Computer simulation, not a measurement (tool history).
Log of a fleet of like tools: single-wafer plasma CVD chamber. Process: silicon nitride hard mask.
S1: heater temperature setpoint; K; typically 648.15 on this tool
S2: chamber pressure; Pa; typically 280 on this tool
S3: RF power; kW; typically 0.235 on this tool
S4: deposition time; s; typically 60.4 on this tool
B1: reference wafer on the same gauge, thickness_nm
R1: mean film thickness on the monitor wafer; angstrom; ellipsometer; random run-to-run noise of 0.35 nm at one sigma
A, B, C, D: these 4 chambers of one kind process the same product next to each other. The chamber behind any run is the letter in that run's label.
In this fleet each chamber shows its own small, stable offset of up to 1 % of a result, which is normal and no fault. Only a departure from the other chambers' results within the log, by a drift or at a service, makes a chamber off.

{"run": "1D", "day": 0.396, "S1": 648.15, "S2": 280, "S3": 0.235, "S4": 60.4, "B1": 65.677, "R1": 637.14}
{"day": 0.9, "done": "chamber A: RF generator calibrated"}
{"run": "2A", "day": 0.996, "S1": 648.15, "S2": 280, "S3": 0.235, "S4": 60.4, "B1": 65.762, "R1": 634.86}
{"run": "3C", "day": 1.512, "S1": 648.15, "S2": 280, "S3": 0.235, "S4": 60.4, "B1": 65.751, "R1": 639.19}
{"run": "4B", "day": 1.804, "S1": 648.15, "S2": 280, "S3": 0.235, "S4": 60.4, "B1": 65.714, "R1": 634.71}
{"run": "5B", "day": 2.092, "S1": 648.15, "S2": 280, "S3": 0.235, "S4": 60.4, "B1": 65.717, "R1": 639.29}
{"run": "6C", "day": 2.388, "S1": 648.15, "S2": 280, "S3": 0.235, "S4": 60.4, "B1": 65.725, "R1": 635.5}
{"run": "7D", "day": 2.812, "S1": 648.15, "S2": 280, "S3": 0.28, "S4": 60.4, "B1": 65.748, "R1": 728.1}
{"run": "8A", "day": 3.292, "S1": 648.15, "S2": 280, "S3": 0.28, "S4": 60.4, "B1": 65.775, "R1": 725.29}
{"run": "9B", "day": 3.658, "S1": 648.15, "S2": 280, "S3": 0.28, "S4": 60.4, "B1": 65.644, "R1": 716.32}
{"run": "10A", "day": 4.029, "S1": 648.15, "S2": 280, "S3": 0.28, "S4": 60.4, "B1": 65.647, "R1": 717.19}
{"run": "11C", "day": 4.604, "S1": 648.15, "S2": 280, "S3": 0.235, "S4": 60.4, "B1": 65.809, "R1": 640.6}
{"day": 4.917, "done": "chamber C: capacitance manometer re-zeroed and calibrated"}
{"run": "12D", "day": 5.221, "S1": 648.15, "S2": 280, "S3": 0.235, "S4": 60.4, "B1": 65.719, "R1": 636.81}
{"run": "13D", "day": 5.558, "S1": 648.15, "S2": 280, "S3": 0.235, "S4": 60.4, "B1": 65.728, "R1": 643.82}
{"run": "14B", "day": 6.142, "S1": 648.15, "S2": 280, "S3": 0.22, "S4": 51.7, "B1": 65.794, "R1": 524.75}
{"run": "15C", "day": 6.475, "S1": 648.15, "S2": 280, "S3": 0.22, "S4": 51.7, "B1": 65.658, "R1": 518.14}
{"run": "16A", "day": 6.946, "S1": 648.15, "S2": 280, "S3": 0.22, "S4": 51.7, "B1": 65.646, "R1": 524.39}
{"run": "17A", "day": 7.454, "S1": 648.15, "S2": 280, "S3": 0.22, "S4": 51.7, "B1": 65.664, "R1": 520.36}
{"run": "18D", "day": 8.075, "S1": 648.15, "S2": 280, "S3": 0.235, "S4": 60.4, "B1": 65.718, "R1": 640.98}
{"run": "19C", "day": 8.55, "S1": 648.15, "S2": 280, "S3": 0.235, "S4": 60.4, "B1": 65.7, "R1": 632.65}
{"run": "20B", "day": 9.004, "S1": 648.15, "S2": 280, "S3": 0.235, "S4": 60.4, "B1": 65.649, "R1": 642.7}
{"run": "21B", "day": 9.296, "S1": 659.15, "S2": 217, "S3": 0.235, "S4": 60.4, "B1": 65.727, "R1": 593.65}
{"run": "22C", "day": 9.767, "S1": 659.15, "S2": 217, "S3": 0.235, "S4": 60.4, "B1": 65.772, "R1": 592.98}
{"run": "23A", "day": 10.392, "S1": 659.15, "S2": 217, "S3": 0.235, "S4": 60.4, "B1": 65.773, "R1": 593.39}
{"run": "24D", "day": 10.888, "S1": 659.15, "S2": 217, "S3": 0.235, "S4": 60.4, "B1": 65.657, "R1": 593.3}
{"run": "25D", "day": 11.429, "S1": 648.15, "S2": 280, "S3": 0.235, "S4": 60.4, "B1": 65.682, "R1": 642.23}

Predict what each chamber gives when all 4 of them run the settings below next.
{"run": "26A", "day": 11.879, "S1": 648.15, "S2": 280, "S3": 0.235, "S4": 60.4, "R1": "?"}
{"run": "26B", "day": 11.879, "S1": 648.15, "S2": 280, "S3": 0.235, "S4": 60.4, "R1": "?"}
{"run": "26C", "day": 11.879, "S1": 648.15, "S2": 280, "S3": 0.235, "S4": 60.4, "R1": "?"}
{"run": "26D", "day": 11.879, "S1": 648.15, "S2": 280, "S3": 0.235, "S4": 60.4, "R1": "?"}

run=26A R1=637.27
run=26B R1=632.24
run=26C R1=636.67
run=26D R1=639.17
